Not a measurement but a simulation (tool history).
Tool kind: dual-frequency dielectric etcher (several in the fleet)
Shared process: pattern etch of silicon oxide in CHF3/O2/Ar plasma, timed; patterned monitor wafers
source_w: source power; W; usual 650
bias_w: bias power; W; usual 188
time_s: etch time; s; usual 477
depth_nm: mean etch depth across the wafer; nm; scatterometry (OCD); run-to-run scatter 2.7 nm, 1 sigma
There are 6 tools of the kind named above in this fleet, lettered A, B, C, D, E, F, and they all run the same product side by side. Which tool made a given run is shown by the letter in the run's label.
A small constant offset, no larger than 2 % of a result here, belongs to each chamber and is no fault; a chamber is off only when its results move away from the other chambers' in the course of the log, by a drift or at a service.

run	hour	source_w	bias_w	time_s	read-back reference wafer on the same gauge, depth_nm	depth_nm
1D	4.5	650	188	477	1004.5	988.32
2E	6.9	650	188	477	1004.7	991.12
3F	10.8	650	188	477	1005.0	969.09
4A	15.4	650	188	477	1004.6	982.27
5C	18.1	650	188	477	1004.7	990.93
# hour 20.0: chamber E: source power generator calibrated
6B	23.2	650	188	477	1004.5	992.40
7A	25.7	650	188	477	1004.7	978.70
8E	29.4	650	188	477	1004.4	983.12
9F	31.7	650	188	477	1005.1	972.83
10D	36.2	650	188	477	1005.2	987.75
11C	41.5	650	188	477	1004.8	991.76
12B	45.4	650	188	477	1004.5	984.20
13B	48.9	650	188	477	1004.2	988.82
14E	54.3	650	188	477	1005.5	987.09
15F	58.8	510	188	477	1005.6	881.94
16A	63.4	510	188	477	1005.6	888.30
17C	66.2	510	188	477	1004.3	901.80
# hour 66.4: chamber F: wet clean of the chamber
18D	68.9	510	188	477	1004.9	895.90
19B	74.0	510	188	477	1005.0	900.23
20C	77.7	510	188	477	1004.5	899.42
21E	81.5	650	188	477	1005.1	980.44
22A	84.6	650	188	477	1004.3	969.66
23D	89.6	650	188	477	1006.2	989.18
24F	93.5	650	188	477	1005.7	971.68
25C	98.8	650	188	477	1005.1	988.60
26F	102.2	510	188	477	1004.9	882.66
27A	104.6	510	188	477	1004.9	882.78
28E	109.0	510	188	477	1004.8	898.53
29D	114.3	510	188	477	1005.4	900.55
30B	117.8	510	188	477	1005.0	901.77
31D	121.1	510	188	477	1004.8	899.46
# hour 121.9: chamber B: wet clean of the chamber
32F	123.4	650	188	477	1005.0	969.92
33A	126.7	650	188	477	1004.9	955.08
34C	130.0	650	188	477	1005.0	988.03
35B	134.2	650	188	477	1005.2	987.88
# hour 137.9: chamber E: wet clean of the chamber
36E	139.3	650	188	477	1005.2	984.54
37D	143.4	650	188	477	1005.4	983.31
38C	146.9	650	188	477	1004.9	991.58
39A	150.1	650	188	477	1006.0	951.17
40B	153.4	650	188	477	1005.2	986.95
41F	158.8	650	188	477	1005.0	971.57
42E	163.9	500	188	477	1004.6	891.22

Each of the 6 chambers runs these same settings next. Fill in every chamber's results:
43A	167.7	650	188	477		?
43B	167.7	650	188	477		?
43C	167.7	650	188	477		?
43D	167.7	650	188	477		?
43E	167.7	650	188	477		?
43F	167.7	650	188	477		?

run	depth_nm
43A	941.52
43B	982.86
43C	987.58
43D	985.95
43E	982.61
43F	970.89
